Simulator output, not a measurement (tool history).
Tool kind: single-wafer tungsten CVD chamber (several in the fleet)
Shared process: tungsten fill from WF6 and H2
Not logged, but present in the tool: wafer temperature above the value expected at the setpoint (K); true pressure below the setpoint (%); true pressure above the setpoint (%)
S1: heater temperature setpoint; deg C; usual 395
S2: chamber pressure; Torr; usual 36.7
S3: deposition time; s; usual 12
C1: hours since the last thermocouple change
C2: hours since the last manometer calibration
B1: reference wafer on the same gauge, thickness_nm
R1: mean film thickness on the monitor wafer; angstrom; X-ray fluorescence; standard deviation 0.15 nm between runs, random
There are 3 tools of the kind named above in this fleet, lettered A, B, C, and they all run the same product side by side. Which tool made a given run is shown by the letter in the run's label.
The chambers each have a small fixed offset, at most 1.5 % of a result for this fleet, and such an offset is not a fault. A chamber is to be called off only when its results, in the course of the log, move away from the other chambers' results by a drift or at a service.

| run | day | S1 | S2 | S3 | C1 | C2 | B1 | R1 |
|---|---|---|---|---|---|---|---|---|
| 1C | 0.292 | 395 | 36.7 | 12 | 1261.7 | 1769.1 | 29.487 | 342.79 |
| 2B | 0.592 | 395 | 36.7 | 12 | 2173.8 | 1353.7 | 29.504 | 346.8 |
| 3A | 0.933 | 395 | 36.7 | 12 | 1400.2 | 629.8 | 29.504 | 347.35 |
| 4A | 1.212 | 395 | 36.7 | 12 | 1406.9 | 636.5 | 29.517 | 349.09 |
| 5C | 1.4 | 395 | 36.7 | 10 | 1288.3 | 1795.7 | 29.48 | 285.55 |
| 6B | 1.796 | 395 | 36.7 | 10 | 2202.7 | 1382.6 | 29.503 | 286.99 |
| 7A | 2.229 | 395 | 36.7 | 10 | 1431.3 | 660.9 | 29.498 | 290.9 |
| 8C | 2.496 | 395 | 36.7 | 12 | 1314.6 | 1822 | 29.469 | 344.44 |
| 9B | 2.729 | 395 | 36.7 | 12 | 2225.1 | 1405 | 29.514 | 346.31 |
| 10C | 2.938 | 395 | 36.7 | 12 | 1325.2 | 1832.6 | 29.519 | 344.29 |
| 11A | 3.321 | 395 | 36.7 | 12 | 1457.5 | 687.1 | 29.503 | 347.14 |
| 12B | 3.567 | 395 | 36.7 | 12 | 2245.2 | 1425.1 | 29.521 | 350.82 |
| 13B | 3.912 | 395 | 39.4 | 13.8 | 2253.5 | 1433.4 | 29.499 | 410.62 |
| 14C | 4.271 | 395 | 39.4 | 13.8 | 1357.2 | 1864.6 | 29.513 | 409.08 |
| 15A | 4.504 | 395 | 39.4 | 13.8 | 1485.9 | 715.5 | 29.493 | 416.39 |
| 16A | 4.892 | 395 | 36.7 | 12 | 1495.2 | 724.8 | 29.534 | 347.03 |
| 17C | 5.1 | 395 | 36.7 | 12 | 1377.1 | 1884.5 | 29.489 | 344.75 |
| 18B | 5.517 | 395 | 36.7 | 12 | 2292 | 1471.9 | 29.504 | 348.06 |
| 19A | 5.821 | 395 | 36.7 | 12 | 1517.5 | 747.1 | 29.523 | 346.33 |
|  | 6.204 | chamber C: thermocouple changed; heater temperature recalibrated |
| 20B | 6.254 | 395 | 36.7 | 12 | 2309.7 | 1489.6 | 29.538 | 346.09 |
| 21C | 6.625 | 395 | 36.7 | 12 | 10.2 | 1921.1 | 29.481 | 358.59 |
| 22A | 6.988 | 395 | 36.7 | 12 | 1545.5 | 775.1 | 29.512 | 347.2 |
| 23B | 7.2 | 395 | 36.7 | 12 | 2332.4 | 1512.3 | 29.539 | 346.82 |
| 24C | 7.458 | 395 | 36.7 | 12 | 30.2 | 1941.1 | 29.525 | 353.4 |
|  | 7.679 | chamber B: thermocouple changed; heater temperature recalibrated |
| 25C | 7.717 | 395 | 36.7 | 12 | 36.4 | 1947.3 | 29.5 | 357.36 |
| 26B | 8.154 | 395 | 36.7 | 12 | 11.5 | 1535.2 | 29.483 | 348.28 |
| 27A | 8.533 | 408 | 36.7 | 12.9 | 1582.6 | 812.2 | 29.497 | 470.25 |
| 28A | 8.825 | 408 | 36.7 | 12.9 | 1589.6 | 819.2 | 29.525 | 469.37 |
| 29C | 9.033 | 408 | 36.7 | 12.9 | 68 | 1978.9 | 29.54 | 483.17 |
| 30B | 9.238 | 395 | 40.4 | 10.2 | 37.5 | 1561.2 | 29.499 | 308.04 |
| 31B | 9.658 | 395 | 40.4 | 10.2 | 47.6 | 1571.3 | 29.513 | 306.1 |
| 32A | 9.962 | 395 | 40.4 | 10.2 | 1616.9 | 846.5 | 29.486 | 307.12 |
| 33C | 10.358 | 402 | 36.7 | 12 | 99.8 | 2010.7 | 29.472 | 408.11 |
| 34A | 10.638 | 402 | 36.7 | 12 | 1633.1 | 862.7 | 29.477 | 393.85 |
| 35B | 10.933 | 402 | 36.7 | 12 | 78.2 | 1601.9 | 29.505 | 395.38 |
| 36C | 11.338 | 395 | 36.7 | 12 | 123.3 | 2034.2 | 29.507 | 356.31 |
| 37B | 11.675 | 395 | 36.7 | 12 | 96 | 1619.7 | 29.504 | 346.6 |
| 38C | 12.071 | 395 | 36.7 | 12 | 140.9 | 2051.8 | 29.486 | 358.36 |
| 39A | 12.283 | 395 | 36.7 | 12 | 1672.6 | 902.2 | 29.526 | 348.34 |
| 40C | 12.721 | 395 | 45.4 | 10.9 | 156.5 | 2067.4 | 29.503 | 357.9 |
| 41B | 13.046 | 395 | 45.4 | 10.9 | 128.9 | 1652.6 | 29.504 | 344.59 |
| 42A | 13.458 | 395 | 45.4 | 10.9 | 1700.8 | 930.4 | 29.516 | 348.18 |

Each of the 3 chambers runs these same settings next. Fill in every chamber's results:
| 43A | 13.775 | 383 | 36.7 | 12 |  |  |  | ? |
| 43B | 13.775 | 383 | 36.7 | 12 |  |  |  | ? |
| 43C | 13.775 | 383 | 36.7 | 12 |  |  |  | ? |

| run | R1 |
|---|---|
| 43A | 276.54 |
| 43B | 274.09 |
| 43C | 283.68 |

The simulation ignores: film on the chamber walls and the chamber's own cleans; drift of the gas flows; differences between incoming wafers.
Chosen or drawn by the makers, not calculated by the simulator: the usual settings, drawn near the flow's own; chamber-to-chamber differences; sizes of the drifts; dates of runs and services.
